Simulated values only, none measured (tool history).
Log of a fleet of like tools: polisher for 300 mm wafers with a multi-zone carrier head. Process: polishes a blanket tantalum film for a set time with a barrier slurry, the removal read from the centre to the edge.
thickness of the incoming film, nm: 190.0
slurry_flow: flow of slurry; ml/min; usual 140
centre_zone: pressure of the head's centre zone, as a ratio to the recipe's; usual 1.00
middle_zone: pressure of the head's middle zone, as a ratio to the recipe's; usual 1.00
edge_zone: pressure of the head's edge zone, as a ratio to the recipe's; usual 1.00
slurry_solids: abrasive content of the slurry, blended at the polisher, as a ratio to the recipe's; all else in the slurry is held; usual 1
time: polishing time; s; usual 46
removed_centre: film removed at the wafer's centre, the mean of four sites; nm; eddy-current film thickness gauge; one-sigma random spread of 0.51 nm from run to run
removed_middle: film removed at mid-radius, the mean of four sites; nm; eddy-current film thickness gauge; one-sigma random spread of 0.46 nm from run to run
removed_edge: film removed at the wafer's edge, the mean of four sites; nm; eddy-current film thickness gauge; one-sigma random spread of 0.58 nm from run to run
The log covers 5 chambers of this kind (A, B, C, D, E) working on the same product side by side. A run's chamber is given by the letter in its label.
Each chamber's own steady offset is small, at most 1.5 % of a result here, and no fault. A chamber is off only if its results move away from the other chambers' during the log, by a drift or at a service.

At hour 6.6: chamber A: worn pad replaced by a new one.
Run 1E, hour 8.0: usual settings. Result: removed_centre 56.780 nm, removed_middle 57.183 nm, removed_edge 57.569 nm.
At hour 11.3: chamber E: worn pad replaced by a new one.
Run 2A, hour 22.1: usual settings. Result: removed_centre 57.065 nm, removed_middle 57.228 nm, removed_edge 57.406 nm.
Run 3D, hour 35.9: usual settings. Result: removed_centre 57.474 nm, removed_middle 58.153 nm, removed_edge 58.001 nm.
At hour 45.4: chamber D: worn pad replaced by a new one.
Run 4C, hour 50.1: usual settings. Result: removed_centre 57.018 nm, removed_middle 57.155 nm, removed_edge 56.230 nm.
Run 5B, hour 63.0: usual settings but middle_zone 0.91. Result: removed_centre 56.759 nm, removed_middle 52.279 nm, removed_edge 56.853 nm.
At hour 67.8: chamber B: worn pad replaced by a new one.
At hour 71.1: chamber B: slurry nozzle cleaned.
Run 6B, hour 74.3: usual settings but middle_zone 0.91. Result: removed_centre 56.707 nm, removed_middle 52.371 nm, removed_edge 56.262 nm.
Run 7C, hour 84.6: usual settings but middle_zone 0.91. Result: removed_centre 56.741 nm, removed_middle 51.969 nm, removed_edge 57.843 nm.
At hour 88.1: chamber A: worn pad replaced by a new one.
At hour 90.6: chamber C: worn pad replaced by a new one.
Run 8A, hour 94.5: usual settings but middle_zone 0.91. Result: removed_centre 55.905 nm, removed_middle 51.789 nm, removed_edge 57.227 nm.
At hour 99.4: chamber C: slurry nozzle cleaned.
Run 9E, hour 107.5: usual settings but middle_zone 0.91. Result: removed_centre 56.807 nm, removed_middle 51.564 nm, removed_edge 58.161 nm.
Run 10D, hour 122.8: usual settings. Result: removed_centre 58.009 nm, removed_middle 57.309 nm, removed_edge 57.452 nm.
At hour 123.7: chamber A: edge zone pressure recalibrated.
At hour 127.8: chamber D: worn pad replaced by a new one.
Run 11E, hour 138.5: usual settings. Result: removed_centre 55.871 nm, removed_middle 56.859 nm, removed_edge 57.305 nm.
At hour 141.3: chamber B: worn pad replaced by a new one.
At hour 148.4: chamber E: worn pad replaced by a new one.
Run 12D, hour 149.1: usual settings but centre_zone 1.09. Result: removed_centre 63.565 nm, removed_middle 57.718 nm, removed_edge 57.455 nm.
Run 13B, hour 162.0: usual settings but centre_zone 1.09. Result: removed_centre 63.594 nm, removed_middle 56.558 nm, removed_edge 57.024 nm.
At hour 162.6: chamber A: worn pad replaced by a new one.
Run 14A, hour 173.8: usual settings but centre_zone 1.09. Result: removed_centre 63.012 nm, removed_middle 56.730 nm, removed_edge 55.968 nm.
Run 15C, hour 189.6: usual settings but centre_zone 1.09. Result: removed_centre 62.104 nm, removed_middle 57.483 nm, removed_edge 58.278 nm.
Run 16B, hour 204.4: usual settings but centre_zone 1.09. Result: removed_centre 63.605 nm, removed_middle 57.355 nm, removed_edge 57.086 nm.
At hour 207.5: chamber C: worn pad replaced by a new one.
At hour 217.3: chamber D: worn pad replaced by a new one.
At hour 217.7: chamber B: worn pad replaced by a new one.
Run 17D, hour 217.8: usual settings but centre_zone 1.10, edge_zone 1.06. Result: removed_centre 64.156 nm, removed_middle 57.168 nm, removed_edge 58.606 nm.
At hour 218.3: chamber A: centre zone pressure recalibrated.
Run 18E, hour 227.3: usual settings but centre_zone 1.10, edge_zone 1.06. Result: removed_centre 63.003 nm, removed_middle 57.353 nm, removed_edge 59.968 nm.
Run 19C, hour 234.7: usual settings but centre_zone 1.10, edge_zone 1.06. Result: removed_centre 63.262 nm, removed_middle 57.690 nm, removed_edge 58.529 nm.
At hour 245.8: chamber A: worn pad replaced by a new one.
Run 20A, hour 249.5: usual settings but centre_zone 1.10, edge_zone 1.06. Result: removed_centre 62.636 nm, removed_middle 56.378 nm, removed_edge 59.271 nm.
Run 21B, hour 264.6: usual settings but centre_zone 1.10, edge_zone 1.06. Result: removed_centre 63.718 nm, removed_middle 57.110 nm, removed_edge 59.867 nm.
At hour 272.7: chamber E: worn pad replaced by a new one.
Run 22E, hour 277.7: usual settings. Result: removed_centre 56.264 nm, removed_middle 56.616 nm, removed_edge 57.777 nm.
Run 23D, hour 288.9: usual settings but edge_zone 0.91. Result: removed_centre 57.670 nm, removed_middle 57.334 nm, removed_edge 53.013 nm.
At hour 296.3: chamber D: worn pad replaced by a new one.
At hour 296.5: chamber B: worn pad replaced by a new one.
Run 24A, hour 302.8: usual settings but edge_zone 0.91. Result: removed_centre 56.242 nm, removed_middle 56.140 nm, removed_edge 54.188 nm.
Run 25C, hour 313.8: usual settings but edge_zone 0.91. Result: removed_centre 57.077 nm, removed_middle 57.152 nm, removed_edge 54.391 nm.
At hour 319.1: chamber A: worn pad replaced by a new one.
Run 26B, hour 328.5: usual settings but edge_zone 0.91. Result: removed_centre 57.126 nm, removed_middle 56.987 nm, removed_edge 54.060 nm.
Run 27E, hour 340.3: usual settings but edge_zone 0.91. Result: removed_centre 56.624 nm, removed_middle 56.556 nm, removed_edge 54.546 nm.
At hour 350.6: chamber C: worn pad replaced by a new one.
Run 28C, hour 351.4: usual settings but slurry_flow 120 ml/min, edge_zone 0.95. Result: removed_centre 55.030 nm, removed_middle 55.859 nm, removed_edge 54.716 nm.
At hour 358.7: chamber C: centre zone pressure recalibrated.
Run 29A, hour 362.0: usual settings but slurry_flow 120 ml/min, edge_zone 0.95. Result: removed_centre 54.087 nm, removed_middle 54.904 nm, removed_edge 54.887 nm.
Run 30D, hour 372.6: usual settings but slurry_flow 120 ml/min, edge_zone 0.95. Result: removed_centre 54.184 nm, removed_middle 55.000 nm, removed_edge 53.979 nm.
At hour 374.7: chamber A: slurry nozzle cleaned.
At hour 377.5: chamber E: worn pad replaced by a new one.
Run 31E, hour 380.3: usual settings but slurry_flow 120 ml/min, edge_zone 0.95. Result: removed_centre 54.256 nm, removed_middle 55.402 nm, removed_edge 54.462 nm.
Run 32D, hour 388.4: usual settings but slurry_flow 120 ml/min, edge_zone 0.95. Result: removed_centre 54.948 nm, removed_middle 56.208 nm, removed_edge 55.594 nm.
Run 33A, hour 404.6: usual settings. Result: removed_centre 56.665 nm, removed_middle 56.310 nm, removed_edge 57.589 nm.
At hour 406.2: chamber C: edge zone pressure recalibrated.
Run 34C, hour 419.9: usual settings. Result: removed_centre 57.877 nm, removed_middle 57.295 nm, removed_edge 57.085 nm.

Does one chamber stand apart from the rest, does the shared gauge drift, or is all well apart from small per-chamber offsets? Give the chamber and the most likely cause, where there is one.

No chamber stands off beyond its own small offset, and the gauge holds steady.
